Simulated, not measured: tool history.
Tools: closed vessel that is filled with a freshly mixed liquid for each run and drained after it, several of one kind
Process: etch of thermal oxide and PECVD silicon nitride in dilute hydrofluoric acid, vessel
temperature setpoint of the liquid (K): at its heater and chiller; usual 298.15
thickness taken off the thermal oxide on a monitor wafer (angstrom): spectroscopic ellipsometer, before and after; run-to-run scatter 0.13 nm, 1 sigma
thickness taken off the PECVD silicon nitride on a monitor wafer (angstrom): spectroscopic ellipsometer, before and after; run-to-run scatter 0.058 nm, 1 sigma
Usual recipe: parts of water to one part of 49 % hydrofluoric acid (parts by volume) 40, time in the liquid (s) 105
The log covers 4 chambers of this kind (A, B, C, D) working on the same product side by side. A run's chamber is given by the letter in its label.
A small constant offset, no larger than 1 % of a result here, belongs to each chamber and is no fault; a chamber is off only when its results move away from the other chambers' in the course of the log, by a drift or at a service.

run,hour,temperature setpoint of the liquid (K),parts of water to one part of 49 % hydrofluoric acid (parts by volume),time in the liquid (s),hours since the thermometer was replaced,hours since the hydrofluoric acid flow meter was replaced,"read-back film thickness of the thermal oxide reference wafer, read on the same gauge (nm)","read-back film thickness of the PECVD silicon nitride reference wafer, read on the same gauge (nm)",thickness taken off the thermal oxide on a monitor wafer (angstrom),thickness taken off the PECVD silicon nitride on a monitor wafer (angstrom)
1C,5.0,298.15,40,105,1320.6,956.8,49.990,149.97,137.04,155.46
2B,11.1,298.15,40,105,1444.8,523.8,49.948,149.98,135.69,156.03
3A,19.9,298.15,40,105,834.6,1410.9,50.016,149.97,136.18,156.58
4D,27.5,298.15,40,105,1148.3,553.4,49.979,150.01,135.25,156.99
5A,38.6,298.15,40,105,853.3,1429.6,49.984,150.01,135.57,157.11
6C,45.5,298.15,40,105,1361.1,997.3,49.979,150.00,138.06,156.85
7B,51.7,298.15,40,105,1485.4,564.4,50.015,149.98,136.56,157.11
8D,56.6,298.15,40,105,1177.4,582.5,49.992,150.00,134.29,157.84
# hour 57.0: chamber C: thermometer replaced
9C,66.7,294.65,30,105,9.7,1018.5,50.009,150.02,157.20,161.84
10A,72.1,294.65,30,105,886.8,1463.1,50.029,149.99,160.81,164.56
11D,82.6,294.65,30,105,1203.4,608.5,50.008,149.96,157.93,163.59
12B,90.5,294.65,30,105,1524.2,603.2,49.982,150.00,160.26,165.09
13C,95.8,301.65,55,105,38.8,1047.6,50.003,150.00,112.72,145.28
14B,105.0,301.65,55,105,1538.7,617.7,49.998,149.98,111.92,144.64
# hour 106.4: chamber A: hydrofluoric acid flow meter replaced
15A,116.2,301.65,55,105,930.9,9.8,49.983,149.98,110.14,144.89
16D,123.3,301.65,55,105,1244.1,649.2,49.985,150.03,111.83,145.42
17A,132.5,298.15,40,105,947.2,26.1,50.002,149.99,132.48,156.63
18D,141.9,298.15,40,105,1262.7,667.8,49.981,150.01,137.64,158.43
19C,153.0,298.15,40,105,96.0,1104.8,49.999,149.97,132.95,157.29
20B,164.1,298.15,40,105,1597.8,676.8,50.001,149.99,132.60,156.54
21C,171.5,298.15,40,105,114.5,1123.3,49.977,150.01,137.02,156.67
22B,181.6,298.15,40,105,1615.3,694.3,50.008,149.99,135.06,158.06
23A,187.9,298.15,40,105,1002.6,81.5,49.986,149.99,134.06,157.56
24D,193.7,298.15,40,105,1314.5,719.6,50.045,150.02,132.91,157.80
25C,200.8,298.15,40,105,143.8,1152.6,50.002,150.01,135.53,155.34
26A,212.2,298.15,40,105,1026.9,105.8,49.981,150.00,136.10,157.18
27D,219.6,298.15,40,105,1340.4,745.5,49.993,150.05,136.27,157.38
28B,230.2,298.15,40,105,1663.9,742.9,50.004,150.04,137.42,157.53
29B,235.4,298.15,40,105,1669.1,748.1,49.990,150.02,137.70,157.76
# hour 238.4: chamber B: thermometer replaced
30C,245.8,298.15,40,105,188.8,1197.6,49.965,150.02,133.84,156.57
31D,256.6,298.15,40,105,1377.4,782.5,49.973,150.01,132.66,158.07
32A,267.1,298.15,40,105,1081.8,160.7,50.019,149.94,136.20,157.45
33A,274.0,298.15,40,105,1088.7,167.6,49.992,150.01,134.36,157.41
34C,281.8,298.15,40,105,224.8,1233.6,49.987,149.98,136.82,156.33
35D,287.7,298.15,40,105,1408.5,813.6,50.012,149.97,136.26,156.38
36B,293.0,298.15,40,105,54.6,805.7,50.015,150.03,135.84,158.23
37C,299.0,298.15,40,105,242.0,1250.8,50.009,149.99,137.73,156.62
38A,306.8,298.15,40,105,1121.5,200.4,50.043,150.01,135.32,157.12
39B,315.3,298.15,40,105,76.9,828.0,49.990,149.99,138.32,156.59
40D,322.0,298.15,55,150,1442.8,847.9,50.049,150.04,139.77,164.37
41D,330.5,298.15,55,150,1451.3,856.4,49.971,149.99,137.63,166.03

Read the log: is a single chamber off, either drifting away or since a service, is the gauge that measures every chamber drifting, or is nothing wrong beyond small per-chamber offsets? Name any odd chamber and what most likely caused it.

No chamber is off and the gauge is stable; the differences are just each chamber's small, constant offset.

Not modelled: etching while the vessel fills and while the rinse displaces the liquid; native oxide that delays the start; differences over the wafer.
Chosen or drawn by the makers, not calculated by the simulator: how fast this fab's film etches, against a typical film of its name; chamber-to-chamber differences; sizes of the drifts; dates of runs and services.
